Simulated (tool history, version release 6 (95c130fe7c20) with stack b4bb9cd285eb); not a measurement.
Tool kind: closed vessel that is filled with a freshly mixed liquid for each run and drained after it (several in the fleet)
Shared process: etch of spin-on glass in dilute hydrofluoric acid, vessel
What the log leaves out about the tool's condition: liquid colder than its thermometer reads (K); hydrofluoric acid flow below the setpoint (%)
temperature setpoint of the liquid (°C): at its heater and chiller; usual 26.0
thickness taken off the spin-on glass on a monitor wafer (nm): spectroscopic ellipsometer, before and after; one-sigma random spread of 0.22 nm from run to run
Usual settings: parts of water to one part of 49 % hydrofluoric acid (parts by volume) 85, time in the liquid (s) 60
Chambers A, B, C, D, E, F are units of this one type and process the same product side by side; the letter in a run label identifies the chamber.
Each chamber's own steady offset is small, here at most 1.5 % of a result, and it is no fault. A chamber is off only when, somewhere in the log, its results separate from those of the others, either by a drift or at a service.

run,hour,temperature setpoint of the liquid (°C),parts of water to one part of 49 % hydrofluoric acid (parts by volume),time in the liquid (s),hours since the thermometer was replaced,hours since the hydrofluoric acid flow meter was replaced,"read-back film thickness of the spin-on glass reference wafer, read on the same gauge (nm)",thickness taken off the spin-on glass on a monitor wafer (nm)
1F,3.8,26.0,85,60,779.5,132.6,139.99,30.227
2E,9.3,26.0,85,60,128.9,170.0,140.00,30.814
3C,14.1,26.0,85,60,107.8,578.7,140.00,30.006
4D,20.5,26.0,85,60,431.4,895.6,140.02,30.545
5B,28.5,26.0,85,60,1352.0,190.8,139.98,30.511
6A,32.6,26.0,85,60,379.4,695.5,140.04,30.358
7E,39.1,26.0,85,60,158.7,199.8,140.02,30.544
8D,43.4,26.0,85,60,454.3,918.5,139.97,30.388
9B,50.6,21.5,85,30,1374.1,212.9,140.03,12.714
10F,54.3,21.5,85,30,830.0,183.1,140.00,12.628
11C,60.8,21.5,85,30,154.5,625.4,140.01,12.555
12A,64.6,21.5,85,30,411.4,727.5,140.01,12.668
13F,68.2,21.5,85,30,843.9,197.0,140.06,12.552
14A,73.7,21.5,85,30,420.5,736.6,140.03,12.732
15E,77.8,26.0,85,60,197.4,238.5,140.04,30.489
16B,85.5,26.0,60,60,1409.0,247.8,139.99,44.669
17D,89.3,26.0,60,60,500.2,964.4,139.97,43.930
18C,93.0,26.0,60,60,186.7,657.6,140.00,44.343
19D,100.1,26.0,60,60,511.0,975.2,140.00,43.982
20E,105.1,26.0,60,60,224.7,265.8,140.03,44.940
21B,112.9,26.0,60,60,1436.4,275.2,140.01,44.743
22F,119.2,26.0,85,60,894.9,248.0,140.04,29.775
23C,127.2,26.0,85,60,220.9,691.8,140.01,29.866
24A,135.2,26.0,85,60,482.0,798.1,140.00,30.167
25A,139.7,28.0,65,60,486.5,802.6,140.01,44.161
26C,145.6,28.0,65,60,239.3,710.2,139.98,44.054
27E,149.2,28.0,65,60,268.8,309.9,139.95,44.098
28D,153.4,28.0,65,60,564.3,1028.5,140.06,42.154
29F,160.7,28.0,65,60,936.4,289.5,139.99,44.787
30B,164.6,28.0,65,60,1488.1,326.9,139.96,44.063
31C,169.9,26.0,85,60,263.6,734.5,139.98,29.758
32D,177.0,26.0,85,60,587.9,1052.1,139.97,29.376
33A,184.3,26.0,85,60,531.1,847.2,140.01,30.002
34E,190.1,26.0,85,60,309.7,350.8,139.99,30.974
35B,197.3,26.0,85,60,1520.8,359.6,140.00,30.255
36F,205.1,26.0,85,60,980.8,333.9,140.03,29.779
37A,209.5,26.0,85,60,556.3,872.4,140.00,30.624
38E,216.3,23.5,85,80,335.9,377.0,139.98,36.696
39F,221.2,23.5,85,80,996.9,350.0,139.96,36.505

For the next run the whole fleet of 6 chambers uses the same settings. Give each chamber's results:
40A,227.0,26.0,85,60,,,,?
40B,227.0,26.0,85,60,,,,?
40C,227.0,26.0,85,60,,,,?
40D,227.0,26.0,85,60,,,,?
40E,227.0,26.0,85,60,,,,?
40F,227.0,26.0,85,60,,,,?

run,thickness taken off the spin-on glass on a monitor wafer (nm)
40A,30.787
40B,30.310
40C,30.305
40D,28.142
40E,30.576
40F,30.442

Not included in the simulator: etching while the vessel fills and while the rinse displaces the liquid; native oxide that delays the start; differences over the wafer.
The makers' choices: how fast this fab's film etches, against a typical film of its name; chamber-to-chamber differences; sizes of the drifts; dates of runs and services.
